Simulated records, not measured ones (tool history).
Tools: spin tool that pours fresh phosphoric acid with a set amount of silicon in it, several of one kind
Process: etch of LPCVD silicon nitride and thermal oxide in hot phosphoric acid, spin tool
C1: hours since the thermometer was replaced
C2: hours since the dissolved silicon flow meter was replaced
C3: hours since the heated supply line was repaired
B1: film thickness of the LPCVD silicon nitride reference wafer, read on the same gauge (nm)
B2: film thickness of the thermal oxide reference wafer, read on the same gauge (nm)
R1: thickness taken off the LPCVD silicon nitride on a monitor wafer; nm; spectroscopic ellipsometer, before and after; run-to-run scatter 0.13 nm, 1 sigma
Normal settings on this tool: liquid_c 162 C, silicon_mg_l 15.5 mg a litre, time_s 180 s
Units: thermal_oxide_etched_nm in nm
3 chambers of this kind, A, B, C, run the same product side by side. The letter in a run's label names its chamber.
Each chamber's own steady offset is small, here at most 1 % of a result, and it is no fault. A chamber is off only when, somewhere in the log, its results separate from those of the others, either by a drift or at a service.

run 1B hour=10.2 | liquid_c=162 silicon_mg_l=15.5 time_s=180 | C1=574.8 C2=37.2 C3=1127.9 | B1=140.02 B2=60.017 | R1=17.848 thermal_oxide_etched_nm=0.38327
run 2A hour=20.5 | liquid_c=162 silicon_mg_l=15.5 time_s=180 | C1=490.2 C2=903.8 C3=1237.1 | B1=140.03 B2=60.028 | R1=17.572 thermal_oxide_etched_nm=0.48882
run 3C hour=29.9 | liquid_c=162 silicon_mg_l=15.5 time_s=180 | C1=167.6 C2=1245.4 C3=2524.7 | B1=140.03 B2=60.006 | R1=17.724 thermal_oxide_etched_nm=0.43732
run 4C hour=36.6 | liquid_c=162 silicon_mg_l=15.5 time_s=180 | C1=174.3 C2=1252.1 C3=2531.4 | B1=139.96 B2=59.973 | R1=17.702 thermal_oxide_etched_nm=0.44670
-- hour=39.4 chamber A: dissolved silicon flow meter replaced
run 5B hour=47.9 | liquid_c=162 silicon_mg_l=15.5 time_s=180 | C1=612.5 C2=74.9 C3=1165.6 | B1=140.04 B2=60.023 | R1=17.541 thermal_oxide_etched_nm=0.45389
run 6A hour=56.3 | liquid_c=162 silicon_mg_l=15.5 time_s=180 | C1=526.0 C2=16.9 C3=1272.9 | B1=140.05 B2=60.013 | R1=17.199 thermal_oxide_etched_nm=0.44480
run 7A hour=65.1 | liquid_c=162 silicon_mg_l=15.5 time_s=180 | C1=534.8 C2=25.7 C3=1281.7 | B1=140.00 B2=59.970 | R1=17.357 thermal_oxide_etched_nm=0.42565
run 8B hour=77.9 | liquid_c=162 silicon_mg_l=15.5 time_s=180 | C1=642.5 C2=104.9 C3=1195.6 | B1=140.03 B2=59.969 | R1=17.772 thermal_oxide_etched_nm=0.39463
run 9C hour=89.8 | liquid_c=162 silicon_mg_l=15.5 time_s=180 | C1=227.5 C2=1305.3 C3=2584.6 | B1=139.99 B2=60.003 | R1=17.527 thermal_oxide_etched_nm=0.38296
run 10C hour=103.1 | liquid_c=163 silicon_mg_l=22.5 time_s=180 | C1=240.8 C2=1318.6 C3=2597.9 | B1=139.99 B2=60.020 | R1=18.064 thermal_oxide_etched_nm=0.31414
run 11A hour=109.9 | liquid_c=163 silicon_mg_l=22.5 time_s=180 | C1=579.6 C2=70.5 C3=1326.5 | B1=140.01 B2=59.983 | R1=18.014 thermal_oxide_etched_nm=0.37569
run 12B hour=121.9 | liquid_c=163 silicon_mg_l=22.5 time_s=180 | C1=686.5 C2=148.9 C3=1239.6 | B1=139.99 B2=59.972 | R1=18.307 thermal_oxide_etched_nm=0.35288
run 13C hour=132.9 | liquid_c=162 silicon_mg_l=15.5 time_s=180 | C1=270.6 C2=1348.4 C3=2627.7 | B1=140.00 B2=60.009 | R1=17.227 thermal_oxide_etched_nm=0.38458
run 14A hour=140.4 | liquid_c=162 silicon_mg_l=15.5 time_s=180 | C1=610.1 C2=101.0 C3=1357.0 | B1=140.01 B2=59.998 | R1=17.512 thermal_oxide_etched_nm=0.37392
run 15B hour=151.4 | liquid_c=162 silicon_mg_l=15.5 time_s=180 | C1=716.0 C2=178.4 C3=1269.1 | B1=140.02 B2=59.977 | R1=17.893 thermal_oxide_etched_nm=0.40600
run 16A hour=160.4 | liquid_c=162 silicon_mg_l=15.5 time_s=180 | C1=630.1 C2=121.0 C3=1377.0 | B1=139.96 B2=59.978 | R1=17.258 thermal_oxide_etched_nm=0.37842
run 17B hour=170.6 | liquid_c=162 silicon_mg_l=15.5 time_s=180 | C1=735.2 C2=197.6 C3=1288.3 | B1=140.01 B2=59.991 | R1=17.999 thermal_oxide_etched_nm=0.42517
run 18C hour=179.1 | liquid_c=162 silicon_mg_l=15.5 time_s=180 | C1=316.8 C2=1394.6 C3=2673.9 | B1=139.97 B2=59.999 | R1=16.747 thermal_oxide_etched_nm=0.35881
run 19A hour=190.2 | liquid_c=162 silicon_mg_l=15.5 time_s=180 | C1=659.9 C2=150.8 C3=1406.8 | B1=140.00 B2=60.002 | R1=17.579 thermal_oxide_etched_nm=0.43136
run 20B hour=196.9 | liquid_c=162 silicon_mg_l=15.5 time_s=180 | C1=761.5 C2=223.9 C3=1314.6 | B1=140.03 B2=59.975 | R1=17.676 thermal_oxide_etched_nm=0.42266
run 21C hour=211.0 | liquid_c=162 silicon_mg_l=5.5 time_s=180 | C1=348.7 C2=1426.5 C3=2705.8 | B1=140.00 B2=60.016 | R1=16.748 thermal_oxide_etched_nm=0.44903
run 22B hour=225.1 | liquid_c=162 silicon_mg_l=5.5 time_s=180 | C1=789.7 C2=252.1 C3=1342.8 | B1=140.04 B2=59.976 | R1=17.594 thermal_oxide_etched_nm=0.56284
run 23A hour=233.6 | liquid_c=162 silicon_mg_l=5.5 time_s=180 | C1=703.3 C2=194.2 C3=1450.2 | B1=139.99 B2=59.997 | R1=17.462 thermal_oxide_etched_nm=0.56626
run 24C hour=240.3 | liquid_c=162 silicon_mg_l=15.5 time_s=180 | C1=378.0 C2=1455.8 C3=2735.1 | B1=139.97 B2=60.024 | R1=16.712 thermal_oxide_etched_nm=0.35805
run 25B hour=250.0 | liquid_c=159 silicon_mg_l=15.5 time_s=180 | C1=814.6 C2=277.0 C3=1367.7 | B1=140.01 B2=59.990 | R1=15.833 thermal_oxide_etched_nm=0.32958
run 26A hour=262.1 | liquid_c=159 silicon_mg_l=15.5 time_s=180 | C1=731.8 C2=222.7 C3=1478.7 | B1=139.99 B2=59.998 | R1=15.765 thermal_oxide_etched_nm=0.33794
run 27C hour=271.9 | liquid_c=159 silicon_mg_l=15.5 time_s=180 | C1=409.6 C2=1487.4 C3=2766.7 | B1=139.96 B2=60.000 | R1=14.594 thermal_oxide_etched_nm=0.26533
run 28A hour=286.1 | liquid_c=162 silicon_mg_l=15.5 time_s=180 | C1=755.8 C2=246.7 C3=1502.7 | B1=140.02 B2=59.987 | R1=17.496 thermal_oxide_etched_nm=0.40584

One chamber off, gauge drift, or nothing amiss beyond the chambers' own small offsets? If it is a chamber, which one, and what is the likeliest cause?

Little by little, chamber C moves away from the other chambers.
Likeliest cause: liquid colder than its thermometer reads (K) = 2.57.
The log may not tell that from: temperature lost on the way to the wafer (K).

Which of the 4 candidates below, each the usual settings with something changed and its results left as question marks, puts chamber C back in line with what the other chambers give on the usual settings?
In line means no further than this from the other chambers' mean on the usual settings: R1 0.460 nm; thermal_oxide_etched_nm 0.12000 nm
run 29C-1 hour=296.4 | liquid_c=162.0 silicon_mg_l=17.0 time_s=175 | R1=? thermal_oxide_etched_nm=?
run 29C-2 hour=296.4 | liquid_c=162.5 silicon_mg_l=12.0 time_s=190 | R1=? thermal_oxide_etched_nm=?
run 29C-3 hour=296.4 | liquid_c=161.5 silicon_mg_l=19.0 time_s=170 | R1=? thermal_oxide_etched_nm=?
run 29C-4 hour=296.4 | liquid_c=162.0 silicon_mg_l=14.0 time_s=185 | R1=? thermal_oxide_etched_nm=?

The mean the other chambers reach with the usual settings: R1 17.553 nm; thermal_oxide_etched_nm 0.40794 nm
run=29C-1 R1=15.708 thermal_oxide_etched_nm=0.32364
run=29C-2 R1=17.344 thermal_oxide_etched_nm=0.41264
run=29C-3 R1=15.004 thermal_oxide_etched_nm=0.28697
run=29C-4 R1=16.605 thermal_oxide_etched_nm=0.36914
The right change is 29C-2: it brings the chamber back within the allowed miss of the others.
